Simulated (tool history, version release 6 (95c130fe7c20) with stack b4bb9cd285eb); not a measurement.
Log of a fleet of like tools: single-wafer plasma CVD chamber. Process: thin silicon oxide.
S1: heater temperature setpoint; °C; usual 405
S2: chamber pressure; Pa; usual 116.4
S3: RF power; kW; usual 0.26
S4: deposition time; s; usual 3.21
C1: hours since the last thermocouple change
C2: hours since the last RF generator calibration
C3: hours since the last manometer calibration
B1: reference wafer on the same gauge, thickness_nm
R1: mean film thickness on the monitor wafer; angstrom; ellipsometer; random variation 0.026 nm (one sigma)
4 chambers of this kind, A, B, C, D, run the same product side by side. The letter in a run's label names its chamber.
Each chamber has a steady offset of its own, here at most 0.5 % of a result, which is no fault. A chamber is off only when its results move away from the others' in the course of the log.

run   hour   S1     S2     S3    S4      C1      C2      C3      B1      R1
       6.6  -- chamber A: capacitance manometer re-zeroed and calibrated
 1D    7.5  405  116.4   0.26  3.21  1229.2  1083.2  1845.6  6.3406  60.233
 2C   15.6  405  116.4   0.26  3.21    66.3   554.9   405.1  6.3432  59.888
 3B   23.7  405  116.4   0.26  3.21   343.9    56.1  1178.6  6.3381  59.749
 4A   37.9  405  116.4   0.26  3.21    1149   610.2    31.4  6.3421  59.783
 5B   47.2  405  100.4  0.295  3.21   367.4    79.6  1202.1  6.3444   55.19
 6D     55  405  100.4  0.295  3.21  1276.7  1130.7  1893.1  6.3429  54.715
      57.9  -- chamber B: capacitance manometer re-zeroed and calibrated
 7C   63.1  405  100.4  0.295  3.21   113.8   602.4   452.6  6.3354  55.709
 8A   77.1  405  100.4  0.295  3.21  1188.2   649.4    70.6  6.3471  55.304
 9C   85.3  405  116.4   0.26  3.21     136   624.6   474.8  6.3374  59.829
10D     95  405  116.4   0.26  3.21  1316.7  1170.7  1933.1  6.3402  59.691
11A  104.5  405  116.4   0.26  3.21  1215.6   676.8      98  6.3329   59.65
12B    116  405  116.4  0.215  3.21   436.2   148.4    58.1  6.3336  54.978
13B  129.2  405  116.4  0.215  3.21   449.4   161.6    71.3   6.341  54.696
14C  143.4  405  116.4  0.215  3.21   194.1   682.7   532.9  6.3474  55.135
15D  153.6  405  116.4  0.215  3.21  1375.3  1229.3  1991.7  6.3433  54.895
16A  166.5  405  116.4   0.26  3.21  1277.6   738.8     160  6.3427  60.233
17B  182.1  405  116.4   0.26  3.21   502.3   214.5   124.2  6.3368  59.876
18C    197  405  116.4   0.26  3.21   247.7   736.3   586.5  6.3369  60.064
19D    204  405  116.4   0.26  3.21  1425.7  1279.7  2042.1  6.3413  59.327
20A  218.3  405  116.4   0.26  3.21  1329.4   790.6   211.8  6.3399   59.95
21D  225.8  405  116.4   0.26  3.21  1447.5  1301.5  2063.9  6.3386  59.525
     233.7  -- chamber D: capacitance manometer re-zeroed and calibrated
22A  241.7  405  116.4   0.26  3.21  1352.8     814   235.2  6.3358  59.667
23B  249.6  405  116.4   0.26  3.21   569.8     282   191.7  6.3414  59.364
24C  263.8  405  116.4   0.26  3.21   314.5   803.1   653.3  6.3408  59.486
25C  273.8  405  116.4   0.26  3.21   324.5   813.1   663.3  6.3441  60.334
26A  283.6  405  116.4   0.26  3.21  1394.7   855.9   277.1  6.3384  59.838
27B  295.6  405  116.4   0.26  3.21   615.8     328   237.7  6.3304  59.771
28D  308.9  405  116.4   0.26  3.21  1530.6  1384.6    75.3  6.3439   57.13
29D    319  405  116.4   0.26  3.21  1540.7  1394.7    85.4  6.3438  56.889
30C  328.1  405  131.1   0.26  3.57   378.8   867.4   717.6  6.3395  73.743
31A    342  405  131.1   0.26  3.57  1453.1   914.3   335.5  6.3352  73.879
32B  352.4  405  131.1   0.26  3.57   672.6   384.8   294.5   6.337  73.318
33C  365.6  405  131.1   0.26  3.57   416.3   904.9   755.1   6.335  73.294
34A  375.6  405  116.4   0.26  3.21  1486.7   947.9   369.1  6.3336  59.633
35D  390.1  405  116.4   0.26  3.21  1611.8  1465.8   156.5  6.3432  56.823

What goes on in this fleet: one chamber off, a drifting gauge, or nothing beyond the chambers' own small offsets? Name the chamber and the cause, if any.

A service left chamber D off against the others.
Cause: true pressure below the setpoint (%) = 4.88.

Here are 4 candidates for chamber D's next run, each the usual settings with a change, their results left as question marks. Which one brings its results back in line with what the others give on the usual settings?
In line means no further than this from the other chambers' mean on the usual settings: R1 0.92 angstrom
36D-1  401.5  405  113.3  0.26  3.15                   ?
36D-2  401.5  405  116.4  0.26  3.26                   ?
36D-3  401.5  405  115.2  0.26  3.19                   ?
36D-4  401.5  405  119.5  0.26  3.27                   ?

The other chambers' mean on the usual settings: R1 59.863 angstrom
  run      R1
36D-1  54.621
36D-2  57.969
36D-3  56.195
36D-4   59.46
36D-4 brings the chamber back in line.
